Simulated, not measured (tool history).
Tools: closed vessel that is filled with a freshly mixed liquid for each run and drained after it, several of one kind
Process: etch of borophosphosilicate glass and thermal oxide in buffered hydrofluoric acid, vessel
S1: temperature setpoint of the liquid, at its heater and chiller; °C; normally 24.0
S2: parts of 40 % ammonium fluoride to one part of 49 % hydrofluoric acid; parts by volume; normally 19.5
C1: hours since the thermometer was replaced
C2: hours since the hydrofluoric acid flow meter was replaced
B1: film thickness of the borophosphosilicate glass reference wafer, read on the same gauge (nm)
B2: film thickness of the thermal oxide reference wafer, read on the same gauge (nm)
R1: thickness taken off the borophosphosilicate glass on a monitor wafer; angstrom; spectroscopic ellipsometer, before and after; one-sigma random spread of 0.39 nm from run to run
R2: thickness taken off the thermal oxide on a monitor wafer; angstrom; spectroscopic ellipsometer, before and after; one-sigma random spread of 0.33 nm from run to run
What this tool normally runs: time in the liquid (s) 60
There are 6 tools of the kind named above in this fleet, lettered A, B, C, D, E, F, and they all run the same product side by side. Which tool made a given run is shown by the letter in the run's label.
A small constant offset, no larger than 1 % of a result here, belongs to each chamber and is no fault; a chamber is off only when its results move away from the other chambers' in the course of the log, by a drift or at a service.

Run 1A, hour 9.5: usual settings; C1 1702.4; C2 324.7; B1 40.026; B2 70.001. Result: R1 461.54 angstrom, R2 364.40 angstrom.
Run 2C, hour 17.9: usual settings; C1 1248.3; C2 1709.8; B1 39.989; B2 69.993. Result: R1 470.28 angstrom, R2 360.18 angstrom.
Run 3E, hour 26.6: usual settings; C1 1197.6; C2 338.0; B1 39.995; B2 69.994. Result: R1 463.84 angstrom, R2 364.12 angstrom.
Run 4B, hour 32.6: usual settings; C1 278.6; C2 283.1; B1 39.994; B2 69.981. Result: R1 465.74 angstrom, R2 362.71 angstrom.
Run 5F, hour 41.5: usual settings; C1 2278.5; C2 882.7; B1 39.988; B2 70.005. Result: R1 465.49 angstrom, R2 361.88 angstrom.
Run 6D, hour 47.5: usual settings; C1 1224.2; C2 231.6; B1 39.964; B2 70.004. Result: R1 468.32 angstrom, R2 362.94 angstrom.
Run 7B, hour 52.6: usual settings; C1 298.6; C2 303.1; B1 40.027; B2 70.022. Result: R1 461.35 angstrom, R2 362.63 angstrom.
Run 8A, hour 62.4: usual settings; C1 1755.3; C2 377.6; B1 40.040; B2 69.984. Result: R1 471.17 angstrom, R2 362.22 angstrom.
Run 9F, hour 70.0: usual settings; C1 2307.0; C2 911.2; B1 40.010; B2 70.020. Result: R1 465.50 angstrom, R2 368.85 angstrom.
Run 10D, hour 74.9: usual settings; C1 1251.6; C2 259.0; B1 40.024; B2 69.984. Result: R1 469.34 angstrom, R2 360.34 angstrom.
Run 11C, hour 82.6: usual settings but S1 22.5 °C, S2 14.0 parts by volume; C1 1313.0; C2 1774.5; B1 40.005; B2 70.031. Result: R1 601.31 angstrom, R2 459.27 angstrom.
At hour 89.0: chamber C: hydrofluoric acid flow meter replaced.
Run 12E, hour 89.5: usual settings but S1 22.5 °C, S2 14.0 parts by volume; C1 1260.5; C2 400.9; B1 39.942; B2 70.007. Result: R1 596.13 angstrom, R2 464.72 angstrom.
Run 13A, hour 96.3: usual settings but S1 22.5 °C, S2 14.0 parts by volume; C1 1789.2; C2 411.5; B1 40.014; B2 70.009. Result: R1 602.69 angstrom, R2 468.25 angstrom.
At hour 99.8: chamber A: thermometer replaced.
Run 14F, hour 106.7: usual settings but S1 22.5 °C, S2 14.0 parts by volume; C1 2343.7; C2 947.9; B1 40.040; B2 69.992. Result: R1 594.53 angstrom, R2 457.97 angstrom.
Run 15E, hour 112.5: usual settings but S1 22.5 °C, S2 14.0 parts by volume; C1 1283.5; C2 423.9; B1 39.955; B2 70.009. Result: R1 599.22 angstrom, R2 462.09 angstrom.
Run 16B, hour 118.0: usual settings but S1 22.5 °C, S2 14.0 parts by volume; C1 364.0; C2 368.5; B1 39.994; B2 70.024. Result: R1 598.79 angstrom, R2 470.24 angstrom.
Run 17C, hour 126.2: usual settings; C1 1356.6; C2 37.3; B1 40.013; B2 70.003. Result: R1 469.14 angstrom, R2 363.49 angstrom.
Run 18D, hour 131.8: usual settings but S1 20.5 °C; C1 1308.5; C2 315.9; B1 39.969; B2 70.006. Result: R1 388.02 angstrom, R2 301.86 angstrom.
Run 19F, hour 140.4: usual settings but S1 20.5 °C; C1 2377.4; C2 981.6; B1 39.969; B2 69.980. Result: R1 388.54 angstrom, R2 300.18 angstrom.
Run 20E, hour 146.5: usual settings but S1 20.5 °C; C1 1317.5; C2 457.9; B1 40.017; B2 69.990. Result: R1 383.00 angstrom, R2 302.99 angstrom.
Run 21C, hour 153.0: usual settings but S1 20.5 °C; C1 1383.4; C2 64.1; B1 39.996; B2 69.986. Result: R1 387.86 angstrom, R2 304.61 angstrom.
At hour 154.6: chamber B: hydrofluoric acid flow meter replaced.
Run 22D, hour 159.3: usual settings but S1 20.5 °C; C1 1336.0; C2 343.4; B1 40.013; B2 69.987. Result: R1 380.48 angstrom, R2 297.26 angstrom.
Run 23B, hour 164.4: usual settings but S1 20.5 °C; C1 410.4; C2 9.9; B1 39.996; B2 69.982. Result: R1 383.41 angstrom, R2 301.27 angstrom.
Run 24A, hour 172.3: usual settings but time in the liquid (s) 30; C1 72.6; C2 487.5; B1 39.990; B2 70.003. Result: R1 233.12 angstrom, R2 183.06 angstrom.
Run 25D, hour 182.9: usual settings but time in the liquid (s) 30; C1 1359.6; C2 367.0; B1 39.998; B2 69.984. Result: R1 231.58 angstrom, R2 179.88 angstrom.
Run 26A, hour 192.7: usual settings but time in the liquid (s) 30; C1 93.0; C2 507.9; B1 40.041; B2 69.994. Result: R1 233.09 angstrom, R2 178.99 angstrom.
Run 27F, hour 199.1: usual settings but time in the liquid (s) 30; C1 2436.1; C2 1040.3; B1 39.989; B2 69.997. Result: R1 233.26 angstrom, R2 178.39 angstrom.
Run 28E, hour 208.5: usual settings but time in the liquid (s) 30; C1 1379.5; C2 519.9; B1 40.013; B2 70.010. Result: R1 234.34 angstrom, R2 184.14 angstrom.
Run 29B, hour 214.7: usual settings but time in the liquid (s) 30; C1 460.7; C2 60.2; B1 39.978; B2 69.990. Result: R1 234.75 angstrom, R2 183.55 angstrom.
Run 30C, hour 220.9: usual settings; C1 1451.3; C2 132.0; B1 39.987; B2 70.027. Result: R1 475.78 angstrom, R2 365.98 angstrom.
At hour 225.4: chamber F: hydrofluoric acid flow meter replaced.
Run 31D, hour 231.5: usual settings; C1 1408.2; C2 415.6; B1 40.012; B2 69.991. Result: R1 473.33 angstrom, R2 363.87 angstrom.
Run 32B, hour 239.9: usual settings; C1 485.9; C2 85.4; B1 39.983; B2 69.999. Result: R1 462.26 angstrom, R2 360.77 angstrom.
Run 33E, hour 250.6: usual settings; C1 1421.6; C2 562.0; B1 39.986; B2 69.989. Result: R1 466.57 angstrom, R2 365.72 angstrom.
At hour 256.1: chamber E: hydrofluoric acid flow meter replaced.
Run 34C, hour 257.3: usual settings but time in the liquid (s) 45; C1 1487.7; C2 168.4; B1 39.991; B2 69.992. Result: R1 356.65 angstrom, R2 271.46 angstrom.
Run 35A, hour 262.9: usual settings but time in the liquid (s) 45; C1 163.2; C2 578.1; B1 39.995; B2 70.007. Result: R1 345.67 angstrom, R2 277.74 angstrom.
Run 36F, hour 272.8: usual settings but time in the liquid (s) 45; C1 2509.8; C2 47.5; B1 39.967; B2 69.987. Result: R1 347.10 angstrom, R2 271.55 angstrom.
Run 37D, hour 282.3: usual settings but time in the liquid (s) 45; C1 1459.0; C2 466.4; B1 40.005; B2 69.981. Result: R1 349.92 angstrom, R2 273.23 angstrom.
Run 38E, hour 288.4: usual settings but time in the liquid (s) 45; C1 1459.4; C2 32.3; B1 39.983; B2 69.994. Result: R1 352.97 angstrom, R2 276.94 angstrom.
Run 39A, hour 296.0: usual settings but time in the liquid (s) 45; C1 196.3; C2 611.2; B1 39.961; B2 69.987. Result: R1 350.40 angstrom, R2 269.19 angstrom.
Run 40F, hour 305.5: usual settings; C1 2542.5; C2 80.2; B1 40.012; B2 70.005. Result: R1 464.88 angstrom, R2 362.25 angstrom.
Run 41C, hour 312.9: usual settings but S1 27.0 °C; C1 1543.3; C2 224.0; B1 39.990; B2 70.026. Result: R1 551.28 angstrom, R2 426.12 angstrom.
Run 42B, hour 320.4: usual settings but S1 27.0 °C; C1 566.4; C2 165.9; B1 40.035; B2 69.999. Result: R1 546.90 angstrom, R2 424.74 angstrom.
Run 43E, hour 331.0: usual settings but S1 27.0 °C; C1 1502.0; C2 74.9; B1 39.998; B2 70.022. Result: R1 552.28 angstrom, R2 428.95 angstrom.
Run 44C, hour 337.4: usual settings but S1 27.0 °C; C1 1567.8; C2 248.5; B1 39.961; B2 69.984. Result: R1 556.42 angstrom, R2 424.44 angstrom.

Read the log: is a single chamber off, either drifting away or since a service, is the gauge that measures every chamber drifting, or is nothing wrong beyond small per-chamber offsets? Name any odd chamber and what most likely caused it.

Nothing is wrong: each chamber keeps only its own small, steady offset and the gauge holds still.
